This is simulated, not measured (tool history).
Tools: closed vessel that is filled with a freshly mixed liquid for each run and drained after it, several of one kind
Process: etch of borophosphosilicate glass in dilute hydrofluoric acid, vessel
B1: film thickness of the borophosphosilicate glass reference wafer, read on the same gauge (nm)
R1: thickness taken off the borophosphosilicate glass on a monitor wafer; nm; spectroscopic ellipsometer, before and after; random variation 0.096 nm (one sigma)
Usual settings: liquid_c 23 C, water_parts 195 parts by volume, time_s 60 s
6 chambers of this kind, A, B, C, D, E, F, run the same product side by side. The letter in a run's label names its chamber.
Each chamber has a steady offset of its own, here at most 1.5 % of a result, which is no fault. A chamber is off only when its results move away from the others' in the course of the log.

{"run": "1E", "hour": 6.4, "liquid_c": 23, "water_parts": 195, "time_s": 60, "B1": 79.99, "R1": 11.76}
{"run": "2F", "hour": 14.7, "liquid_c": 23, "water_parts": 195, "time_s": 60, "B1": 79.995, "R1": 11.783}
{"run": "3A", "hour": 22.4, "liquid_c": 23, "water_parts": 195, "time_s": 60, "B1": 80.01, "R1": 11.736}
{"run": "4C", "hour": 27.5, "liquid_c": 23, "water_parts": 195, "time_s": 60, "B1": 79.993, "R1": 11.796}
{"run": "5B", "hour": 33.4, "liquid_c": 23, "water_parts": 265, "time_s": 90, "B1": 80.038, "R1": 12.287}
{"run": "6D", "hour": 40.7, "liquid_c": 23, "water_parts": 265, "time_s": 90, "B1": 79.982, "R1": 12.294}
{"run": "7F", "hour": 49.3, "liquid_c": 23, "water_parts": 265, "time_s": 90, "B1": 80, "R1": 12.27}
{"run": "8D", "hour": 55.0, "liquid_c": 23, "water_parts": 265, "time_s": 90, "B1": 79.999, "R1": 12.071}
{"run": "9E", "hour": 59.8, "liquid_c": 23, "water_parts": 265, "time_s": 90, "B1": 80.024, "R1": 12.328}
{"run": "10A", "hour": 70.1, "liquid_c": 23, "water_parts": 265, "time_s": 90, "B1": 79.973, "R1": 11.881}
{"run": "11B", "hour": 79.1, "liquid_c": 23, "water_parts": 195, "time_s": 60, "B1": 79.994, "R1": 11.829}
{"run": "12C", "hour": 86.1, "liquid_c": 23, "water_parts": 195, "time_s": 85, "B1": 80.042, "R1": 16.491}
{"run": "13F", "hour": 93.4, "liquid_c": 23, "water_parts": 195, "time_s": 85, "B1": 79.997, "R1": 16.717}
{"hour": 95.5, "done": "chamber A: hydrofluoric acid flow meter replaced"}
{"run": "14B", "hour": 101.8, "liquid_c": 23, "water_parts": 195, "time_s": 85, "B1": 79.995, "R1": 17.079}
{"run": "15E", "hour": 107.4, "liquid_c": 23, "water_parts": 195, "time_s": 85, "B1": 79.996, "R1": 16.622}
{"run": "16C", "hour": 115.2, "liquid_c": 23, "water_parts": 195, "time_s": 85, "B1": 80.018, "R1": 16.796}
{"run": "17D", "hour": 124.6, "liquid_c": 23, "water_parts": 195, "time_s": 85, "B1": 79.988, "R1": 16.581}
{"run": "18A", "hour": 129.7, "liquid_c": 23, "water_parts": 195, "time_s": 60, "B1": 80.007, "R1": 11.747}
{"run": "19F", "hour": 135.3, "liquid_c": 23, "water_parts": 195, "time_s": 60, "B1": 80.004, "R1": 11.863}
{"hour": 141.0, "done": "chamber C: thermometer replaced"}
{"run": "20B", "hour": 144.1, "liquid_c": 23, "water_parts": 195, "time_s": 60, "B1": 79.991, "R1": 11.881}
{"run": "21E", "hour": 148.6, "liquid_c": 23, "water_parts": 195, "time_s": 60, "B1": 80.002, "R1": 11.715}
{"run": "22A", "hour": 156.0, "liquid_c": 23, "water_parts": 195, "time_s": 60, "B1": 80.026, "R1": 11.769}
{"run": "23D", "hour": 163.6, "liquid_c": 23, "water_parts": 195, "time_s": 60, "B1": 80.01, "R1": 11.64}
{"run": "24C", "hour": 168.6, "liquid_c": 23, "water_parts": 195, "time_s": 60, "B1": 80.002, "R1": 11.844}
{"run": "25B", "hour": 177.9, "liquid_c": 23, "water_parts": 195, "time_s": 60, "B1": 79.988, "R1": 12.031}
{"run": "26C", "hour": 183.0, "liquid_c": 23, "water_parts": 195, "time_s": 60, "B1": 79.999, "R1": 11.705}
{"run": "27A", "hour": 188.2, "liquid_c": 20, "water_parts": 195, "time_s": 60, "B1": 79.979, "R1": 10.296}
{"run": "28F", "hour": 193.0, "liquid_c": 20, "water_parts": 195, "time_s": 60, "B1": 80.026, "R1": 10.454}
{"run": "29E", "hour": 197.9, "liquid_c": 20, "water_parts": 195, "time_s": 60, "B1": 79.965, "R1": 10.63}
{"run": "30D", "hour": 206.0, "liquid_c": 20, "water_parts": 195, "time_s": 60, "B1": 80, "R1": 10.41}
{"run": "31C", "hour": 214.2, "liquid_c": 20, "water_parts": 195, "time_s": 60, "B1": 79.987, "R1": 10.683}
{"run": "32D", "hour": 222.2, "liquid_c": 20, "water_parts": 195, "time_s": 60, "B1": 79.989, "R1": 10.527}
{"run": "33E", "hour": 227.8, "liquid_c": 23, "water_parts": 195, "time_s": 60, "B1": 80.05, "R1": 11.897}
{"run": "34B", "hour": 238.0, "liquid_c": 23, "water_parts": 195, "time_s": 60, "B1": 80.001, "R1": 12.072}
{"run": "35F", "hour": 243.7, "liquid_c": 19, "water_parts": 195, "time_s": 30, "B1": 79.975, "R1": 5.0081}
{"run": "36A", "hour": 252.7, "liquid_c": 19, "water_parts": 195, "time_s": 30, "B1": 79.985, "R1": 4.9645}
{"run": "37A", "hour": 257.5, "liquid_c": 19, "water_parts": 195, "time_s": 30, "B1": 80.015, "R1": 5.0057}
{"run": "38E", "hour": 266.1, "liquid_c": 19, "water_parts": 195, "time_s": 30, "B1": 80.001, "R1": 5.0564}
{"run": "39F", "hour": 275.1, "liquid_c": 19, "water_parts": 195, "time_s": 30, "B1": 80.011, "R1": 5.0373}
{"run": "40C", "hour": 281.2, "liquid_c": 19, "water_parts": 195, "time_s": 30, "B1": 80.056, "R1": 5.018}
{"run": "41B", "hour": 291.3, "liquid_c": 23, "water_parts": 195, "time_s": 60, "B1": 80.018, "R1": 11.822}
{"run": "42D", "hour": 299.9, "liquid_c": 23, "water_parts": 195, "time_s": 60, "B1": 80.034, "R1": 11.672}

Is one chamber off against the others, does the gauge drift, or is nothing wrong? If a chamber is off, say which, and what the likeliest cause is.

No chamber stands off beyond its own small offset, and the gauge holds steady.
